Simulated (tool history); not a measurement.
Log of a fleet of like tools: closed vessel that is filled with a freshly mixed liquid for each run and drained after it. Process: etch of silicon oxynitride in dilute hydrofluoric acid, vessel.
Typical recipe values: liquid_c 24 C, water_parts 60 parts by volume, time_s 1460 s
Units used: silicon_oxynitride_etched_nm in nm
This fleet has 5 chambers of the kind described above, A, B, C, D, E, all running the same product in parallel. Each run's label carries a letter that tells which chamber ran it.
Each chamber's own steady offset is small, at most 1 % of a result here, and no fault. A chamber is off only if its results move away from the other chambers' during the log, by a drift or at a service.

| run | hour | liquid_c | water_parts | time_s | hours since the thermometer was replaced | hours since the hydrofluoric acid flow meter was replaced | read-back film thickness of the silicon oxynitride reference wafer, read on the same gauge (nm) | silicon_oxynitride_etched_nm |
|---|---|---|---|---|---|---|---|---|
| 1E | 4.6 | 24 | 60 | 1460 | 1308.1 | 1232.4 | 150.02 | 36.136 |
| 2D | 12.0 | 24 | 60 | 1460 | 2078.9 | 401.7 | 149.97 | 36.099 |
| 3C | 19.4 | 24 | 60 | 1460 | 1652.9 | 318.0 | 149.95 | 36.436 |
| 4A | 28.5 | 24 | 60 | 1460 | 364.4 | 941.4 | 150.03 | 36.450 |
| 5B | 34.9 | 24 | 60 | 1460 | 897.8 | 95.1 | 149.96 | 36.208 |
| 6D | 44.6 | 24 | 60 | 1460 | 2111.5 | 434.3 | 149.99 | 36.014 |
| 7A | 51.5 | 24 | 30 | 645 | 387.4 | 964.4 | 149.99 | 33.269 |
| 8E | 61.4 | 24 | 30 | 645 | 1364.9 | 1289.2 | 150.00 | 32.249 |
| 9B | 71.2 | 24 | 30 | 645 | 934.1 | 131.4 | 150.03 | 33.347 |
| 10C | 80.2 | 24 | 30 | 645 | 1713.7 | 378.8 | 149.99 | 32.834 |
| 11B | 88.1 | 24 | 30 | 645 | 951.0 | 148.3 | 150.01 | 33.281 |
| 12D | 96.7 | 24 | 60 | 1460 | 2163.6 | 486.4 | 150.01 | 36.198 |
| 13E | 102.9 | 24 | 60 | 1460 | 1406.4 | 1330.7 | 149.94 | 36.013 |
| 14A | 107.7 | 24 | 50 | 730 | 443.6 | 1020.6 | 150.01 | 22.120 |
| 15C | 113.8 | 24 | 50 | 730 | 1747.3 | 412.4 | 150.00 | 22.008 |
| 16E | 119.6 | 24 | 50 | 730 | 1423.1 | 1347.4 | 150.00 | 21.705 |
| 17D | 129.9 | 24 | 50 | 730 | 2196.8 | 519.6 | 150.02 | 21.622 |
| 18A | 139.8 | 24 | 50 | 730 | 475.7 | 1052.7 | 149.93 | 21.943 |
| 19C | 146.2 | 24 | 60 | 1460 | 1779.7 | 444.8 | 149.98 | 36.161 |
| 20B | 150.8 | 24 | 60 | 1460 | 1013.7 | 211.0 | 150.00 | 36.123 |
| 21B | 158.9 | 24 | 60 | 1460 | 1021.8 | 219.1 | 149.99 | 36.347 |
| 22C | 163.8 | 24 | 60 | 1460 | 1797.3 | 462.4 | 149.99 | 36.235 |
| 23E | 169.0 | 24 | 60 | 1460 | 1472.5 | 1396.8 | 150.04 | 35.891 |
|  | 171.1 | chamber A: thermometer replaced |
| 24D | 177.8 | 24 | 60 | 1460 | 2244.7 | 567.5 | 150.00 | 36.225 |
| 25A | 184.0 | 24 | 60 | 1460 | 13.0 | 1096.9 | 149.96 | 36.035 |
| 26A | 189.0 | 24 | 60 | 1460 | 18.0 | 1101.9 | 150.02 | 35.753 |
| 27C | 193.6 | 24 | 60 | 1460 | 1827.1 | 492.2 | 150.02 | 36.487 |
| 28E | 199.9 | 24 | 60 | 1460 | 1503.4 | 1427.7 | 150.01 | 36.171 |
| 29D | 208.3 | 24 | 60 | 1460 | 2275.2 | 598.0 | 150.02 | 36.012 |
| 30B | 218.6 | 24 | 60 | 1725 | 1081.5 | 278.8 | 150.00 | 42.774 |
| 31B | 227.7 | 24 | 60 | 1725 | 1090.6 | 287.9 | 149.99 | 42.510 |
| 32C | 235.2 | 24 | 60 | 1725 | 1868.7 | 533.8 | 150.00 | 42.922 |
| 33E | 242.7 | 24 | 60 | 1725 | 1546.2 | 1470.5 | 149.98 | 42.473 |
| 34D | 252.5 | 24 | 60 | 1725 | 2319.4 | 642.2 | 150.03 | 42.564 |
| 35A | 259.7 | 24 | 60 | 1460 | 88.7 | 1172.6 | 150.04 | 35.369 |
| 36B | 267.3 | 24 | 75 | 2315 | 1130.2 | 327.5 | 149.95 | 45.184 |
| 37D | 271.8 | 24 | 75 | 2315 | 2338.7 | 661.5 | 150.00 | 45.083 |
| 38C | 279.8 | 24 | 75 | 2315 | 1913.3 | 578.4 | 150.00 | 45.535 |
| 39A | 285.1 | 24 | 75 | 2315 | 114.1 | 1198.0 | 150.04 | 44.146 |

What goes on in this fleet: one chamber off, a drifting gauge, or nothing beyond the chambers' own small offsets? Name the chamber and the cause, if any.

One chamber, A, drifts off from the rest bit by bit.
What lies behind it: hydrofluoric acid flow below the setpoint (%) = 3.12.

Chamber A could run next with any of the 4 candidate recipes listed below; each alters the usual settings, and their results appear as question marks. Which one brings its results back in line with what the other chambers deliver on the usual settings?
In line here means within this much of the mean the other chambers give on the usual settings: silicon_oxynitride_etched_nm 0.400 nm
| 40A-1 | 292.7 | 23.5 | 60 | 1460 |  |  |  | ? |
| 40A-2 | 292.7 | 24.0 | 60 | 1495 |  |  |  | ? |
| 40A-3 | 292.7 | 24.0 | 60 | 1535 |  |  |  | ? |
| 40A-4 | 292.7 | 24.0 | 60 | 1395 |  |  |  | ? |

On the usual settings, the other chambers give on average: silicon_oxynitride_etched_nm 36.135 nm
| run | silicon_oxynitride_etched_nm |
|---|---|
| 40A-1 | 34.377 |
| 40A-2 | 36.048 |
| 40A-3 | 37.013 |
| 40A-4 | 33.637 |
The answer is 40A-2, which returns the chamber to within the allowed miss of the others.
